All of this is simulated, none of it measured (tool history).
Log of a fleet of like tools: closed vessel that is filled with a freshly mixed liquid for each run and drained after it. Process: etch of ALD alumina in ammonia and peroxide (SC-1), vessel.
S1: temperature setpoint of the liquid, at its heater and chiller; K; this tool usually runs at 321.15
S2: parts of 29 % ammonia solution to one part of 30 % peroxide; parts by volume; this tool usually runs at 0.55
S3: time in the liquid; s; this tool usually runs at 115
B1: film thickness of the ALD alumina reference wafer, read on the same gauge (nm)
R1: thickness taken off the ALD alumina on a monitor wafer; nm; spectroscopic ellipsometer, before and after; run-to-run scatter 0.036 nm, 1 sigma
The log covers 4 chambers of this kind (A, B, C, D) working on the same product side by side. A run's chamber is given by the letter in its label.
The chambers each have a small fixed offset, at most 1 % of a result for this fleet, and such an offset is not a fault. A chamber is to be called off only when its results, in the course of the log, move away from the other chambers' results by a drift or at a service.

run,day,S1,S2,S3,B1,R1
1B,0.196,321.15,0.55,115,149.99,5.2722
2C,0.421,321.15,0.55,115,150.02,5.2712
3A,0.550,321.15,0.55,115,150.02,5.2315
4D,0.758,321.15,0.55,115,150.00,5.2227
5B,0.888,321.15,0.55,115,149.99,5.2919
6A,1.092,321.15,0.55,115,149.97,5.2396
7D,1.208,316.65,0.40,115,150.01,3.9303
8C,1.362,316.65,0.40,115,150.01,3.8825
9C,1.475,316.65,0.40,115,150.03,3.9267
10A,1.650,316.65,0.40,115,150.01,3.9259
11B,1.750,321.15,0.55,115,149.99,5.3191
12D,1.875,321.15,0.55,115,149.98,5.2977
13A,1.992,321.15,0.55,115,150.01,5.3050
14C,2.200,321.15,0.55,115,149.97,5.1827
15D,2.346,321.15,0.55,115,150.01,5.2857
16B,2.550,321.15,0.55,115,150.01,5.2829
17C,2.733,321.15,0.55,115,149.97,5.0638
# day 2.900: chamber B: new drum of ammonia solution connected
18D,2.938,330.65,0.55,115,149.99,8.8179
19B,3.088,330.65,0.55,115,150.00,8.7373
20A,3.225,330.65,0.55,115,150.00,8.7975
21A,3.392,330.65,0.55,115,150.03,8.7772
22D,3.554,321.15,0.55,115,150.00,5.2587
23B,3.758,321.15,0.55,115,149.99,5.2482
24C,3.900,321.15,0.55,115,150.01,5.0306
25C,4.062,321.15,0.55,115,150.00,5.0617
26B,4.229,316.15,0.25,115,149.98,3.7213
27D,4.362,316.15,0.25,115,150.01,3.6620
28A,4.558,316.15,0.25,115,150.02,3.6082
29A,4.733,316.15,0.25,115,149.99,3.6436
30B,4.875,321.15,0.55,115,150.03,5.3245
31C,5.004,321.15,0.55,115,150.00,4.9359
32D,5.150,321.15,0.55,115,150.00,5.3153
33D,5.371,321.15,0.55,115,149.99,5.2751

Is one chamber off against the others, does the gauge drift, or is nothing wrong? If a chamber is off, say which, and what the likeliest cause is.

It is chamber C that slowly wanders off from its peers.
Cause: liquid colder than its thermometer reads (K) = 1.31.

Which of the 4 candidates below, each the usual settings with something changed and its results left as question marks, puts chamber C back in line with what the other chambers give on the usual settings?
In line here means within this much of the mean the other chambers give on the usual settings: R1 0.1300 nm
34C-1,5.533,319.15,0.55,115,,?
34C-2,5.533,320.65,0.55,110,,?
34C-3,5.533,321.65,0.55,120,,?
34C-4,5.533,321.15,0.55,130,,?

Usual-settings mean across the other chambers: R1 5.2703 nm
run,R1
34C-1,4.3586
34C-2,4.5450
34C-3,5.2512
34C-4,5.5281
34C-3 is the one that brings the chamber's results back in line with the other chambers.
